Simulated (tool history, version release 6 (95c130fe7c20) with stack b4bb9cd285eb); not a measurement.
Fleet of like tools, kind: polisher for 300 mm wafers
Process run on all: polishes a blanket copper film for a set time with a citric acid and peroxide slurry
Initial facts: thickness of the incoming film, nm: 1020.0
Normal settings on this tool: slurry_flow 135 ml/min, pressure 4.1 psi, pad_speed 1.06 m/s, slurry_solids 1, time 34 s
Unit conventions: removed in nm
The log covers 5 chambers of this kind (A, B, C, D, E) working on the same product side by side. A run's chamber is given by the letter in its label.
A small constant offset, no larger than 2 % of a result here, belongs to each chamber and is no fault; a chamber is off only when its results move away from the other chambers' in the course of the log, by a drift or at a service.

run,hour,slurry_flow,pressure,pad_speed,slurry_solids,time,removed
1C,3.7,135,4.1,1.06,1,34,115.23
2B,7.5,135,4.1,1.06,1,34,114.99
3D,11.9,135,4.1,1.06,1,34,115.76
# hour 14.1: chamber A: worn pad replaced by a new one
4A,19,135,4.1,1.06,1,34,116.85
5E,26.9,135,4.1,1.06,1,34,115.37
6E,31,135,4.1,1.06,1,34,116.25
# hour 33: chamber B: worn pad replaced by a new one
# hour 33.5: chamber D: worn pad replaced by a new one
7B,38.8,135,4.1,1.06,1,34,112.24
# hour 42.5: chamber E: worn pad replaced by a new one
# hour 43.9: chamber B: slurry blender recalibrated
8C,45.2,135,4.1,1.06,1,34,114.54
9D,49.7,135,4.1,1.06,1,34,118.48
10A,54.8,135,4.1,1.06,1,34,114.74
# hour 57.7: chamber A: head pressure recalibrated
11D,58.9,135,4.1,1.06,1,34,118.83
# hour 61.5: chamber C: worn pad replaced by a new one
12E,62.6,135,4.1,1.06,1,34,115.78
# hour 65.3: chamber A: worn pad replaced by a new one
13C,69.2,135,4.1,1.06,1,34,113.66
14B,76.3,135,2.8,1.06,1,34,79.594
15A,81.5,135,2.8,1.06,1,34,80.847
16E,89.3,135,2.8,1.06,1,34,78.53
# hour 91.3: chamber B: head pressure recalibrated
# hour 96.2: chamber B: worn pad replaced by a new one
# hour 96.3: chamber D: worn pad replaced by a new one
17D,96.9,135,2.8,1.06,1,34,80.289
18A,103.2,135,2.8,1.06,1,34,80.204
19B,107.8,175,4.1,1.06,1.15,34,122.18
20C,113.9,175,4.1,1.06,1.15,34,119.97
# hour 117.2: chamber A: worn pad replaced by a new one
21A,118.4,175,4.1,1.06,1.15,34,124.91
# hour 119.7: chamber A: slurry nozzle cleaned
22D,124,175,4.1,1.06,1.15,34,128.24
# hour 125: chamber E: worn pad replaced by a new one
23E,131.8,175,4.1,1.06,1.15,34,124.52
# hour 131.9: chamber C: slurry nozzle cleaned
# hour 134.5: chamber B: slurry nozzle cleaned
24B,137.1,135,4.1,1.06,1,34,114.06
25C,143.4,135,4.1,1.06,1,34,110.21
26A,148.4,135,4.1,1.06,1,34,116.5
27E,153.1,135,4.1,1.06,1,34,116.53
# hour 156: chamber B: worn pad replaced by a new one
28D,160.5,135,4.1,1.32,1,26,112.25
# hour 162.4: chamber B: slurry blender recalibrated
29B,166.2,135,4.1,1.32,1,26,109.61
30C,173.1,135,4.1,1.32,1,26,101.81

Next, all 5 chambers run the settings below, one line each with question marks for the results. What does each chamber give?
31A,179,135,4.1,1.06,1,34,?
31B,179,135,4.1,1.06,1,34,?
31C,179,135,4.1,1.06,1,34,?
31D,179,135,4.1,1.06,1,34,?
31E,179,135,4.1,1.06,1,34,?

run,removed
31A,117.96
31B,115.94
31C,106.66
31D,119.85
31E,114.91
